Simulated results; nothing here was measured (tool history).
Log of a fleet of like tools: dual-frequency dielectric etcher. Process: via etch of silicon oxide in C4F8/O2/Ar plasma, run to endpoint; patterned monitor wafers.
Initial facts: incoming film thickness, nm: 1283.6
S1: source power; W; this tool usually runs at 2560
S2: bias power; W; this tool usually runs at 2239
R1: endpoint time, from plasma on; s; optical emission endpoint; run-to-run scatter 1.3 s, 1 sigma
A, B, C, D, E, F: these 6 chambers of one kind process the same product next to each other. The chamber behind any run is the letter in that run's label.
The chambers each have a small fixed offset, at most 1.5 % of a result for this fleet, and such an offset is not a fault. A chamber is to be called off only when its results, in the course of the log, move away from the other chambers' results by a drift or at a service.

{"run": "1E", "hour": 3.6, "S1": 2560, "S2": 2239, "R1": 222.43}
{"run": "2A", "hour": 8.3, "S1": 2560, "S2": 2239, "R1": 218.28}
{"run": "3C", "hour": 12.2, "S1": 2560, "S2": 2239, "R1": 222.6}
{"run": "4D", "hour": 16.6, "S1": 2560, "S2": 2239, "R1": 218.78}
{"run": "5F", "hour": 24.0, "S1": 2120, "S2": 2416, "R1": 232.28}
{"run": "6B", "hour": 30.8, "S1": 2120, "S2": 2416, "R1": 232.07}
{"run": "7F", "hour": 35.8, "S1": 2120, "S2": 2416, "R1": 232.76}
{"run": "8B", "hour": 43.5, "S1": 2120, "S2": 2416, "R1": 231.28}
{"run": "9D", "hour": 50.5, "S1": 2120, "S2": 2416, "R1": 235.46}
{"run": "10E", "hour": 57.9, "S1": 2120, "S2": 2416, "R1": 235.33}
{"run": "11C", "hour": 65.6, "S1": 2560, "S2": 2239, "R1": 223.08}
{"run": "12A", "hour": 70.9, "S1": 2560, "S2": 2239, "R1": 220.94}
{"run": "13A", "hour": 74.5, "S1": 2560, "S2": 2239, "R1": 219.8}
{"run": "14C", "hour": 82.1, "S1": 2560, "S2": 2239, "R1": 223.08}
{"run": "15F", "hour": 88.0, "S1": 2560, "S2": 2239, "R1": 220.15}
{"run": "16B", "hour": 92.2, "S1": 2560, "S2": 2239, "R1": 219.16}
{"run": "17D", "hour": 96.3, "S1": 2560, "S2": 2239, "R1": 220.32}
{"run": "18E", "hour": 101.1, "S1": 2560, "S2": 2239, "R1": 223.21}
{"run": "19E", "hour": 108.4, "S1": 2560, "S2": 2239, "R1": 222.04}
{"run": "20F", "hour": 114.7, "S1": 2560, "S2": 2239, "R1": 221.06}
{"run": "21B", "hour": 120.1, "S1": 2560, "S2": 2042, "R1": 224.43}
{"run": "22D", "hour": 124.8, "S1": 2560, "S2": 2042, "R1": 226.92}
{"run": "23A", "hour": 130.2, "S1": 2560, "S2": 2042, "R1": 224.14}
{"run": "24C", "hour": 133.8, "S1": 2560, "S2": 2042, "R1": 228.66}
{"run": "25A", "hour": 141.6, "S1": 2560, "S2": 2042, "R1": 227.45}
{"run": "26E", "hour": 145.2, "S1": 2560, "S2": 2042, "R1": 230.88}
{"run": "27D", "hour": 150.4, "S1": 2560, "S2": 2239, "R1": 220.71}
{"run": "28F", "hour": 156.8, "S1": 2560, "S2": 2239, "R1": 218.42}
{"run": "29C", "hour": 160.4, "S1": 2560, "S2": 2239, "R1": 221.54}
{"run": "30B", "hour": 167.0, "S1": 2560, "S2": 2239, "R1": 218.63}
{"hour": 170.8, "done": "chamber E: source power generator calibrated"}
{"run": "31B", "hour": 174.4, "S1": 2560, "S2": 2239, "R1": 215.61}
{"hour": 176.3, "done": "chamber F: wet clean of the chamber"}
{"run": "32C", "hour": 178.4, "S1": 2890, "S2": 2489, "R1": 205.43}
{"run": "33D", "hour": 183.0, "S1": 2890, "S2": 2489, "R1": 203.14}
{"run": "34F", "hour": 190.3, "S1": 2890, "S2": 2489, "R1": 203.5}
{"run": "35A", "hour": 197.9, "S1": 2890, "S2": 2489, "R1": 203.24}
{"run": "36E", "hour": 206.1, "S1": 2890, "S2": 2489, "R1": 203.38}
{"run": "37D", "hour": 214.3, "S1": 2890, "S2": 2489, "R1": 201.7}
{"run": "38C", "hour": 222.5, "S1": 2560, "S2": 2239, "R1": 225.81}
{"run": "39F", "hour": 227.7, "S1": 2560, "S2": 2239, "R1": 221.15}
{"run": "40B", "hour": 233.6, "S1": 2560, "S2": 2239, "R1": 214.28}
{"run": "41E", "hour": 237.4, "S1": 2560, "S2": 2239, "R1": 221.62}

Next, all 6 chambers run the settings below, one line each with question marks for the results. What does each chamber give?
{"run": "42A", "hour": 243.3, "S1": 2890, "S2": 2239, "R1": "?"}
{"run": "42B", "hour": 243.3, "S1": 2890, "S2": 2239, "R1": "?"}
{"run": "42C", "hour": 243.3, "S1": 2890, "S2": 2239, "R1": "?"}
{"run": "42D", "hour": 243.3, "S1": 2890, "S2": 2239, "R1": "?"}
{"run": "42E", "hour": 243.3, "S1": 2890, "S2": 2239, "R1": "?"}
{"run": "42F", "hour": 243.3, "S1": 2890, "S2": 2239, "R1": "?"}

run=42A R1=209.25
run=42B R1=203.01
run=42C R1=209.71
run=42D R1=208.97
run=42E R1=213.49
run=42F R1=207.98
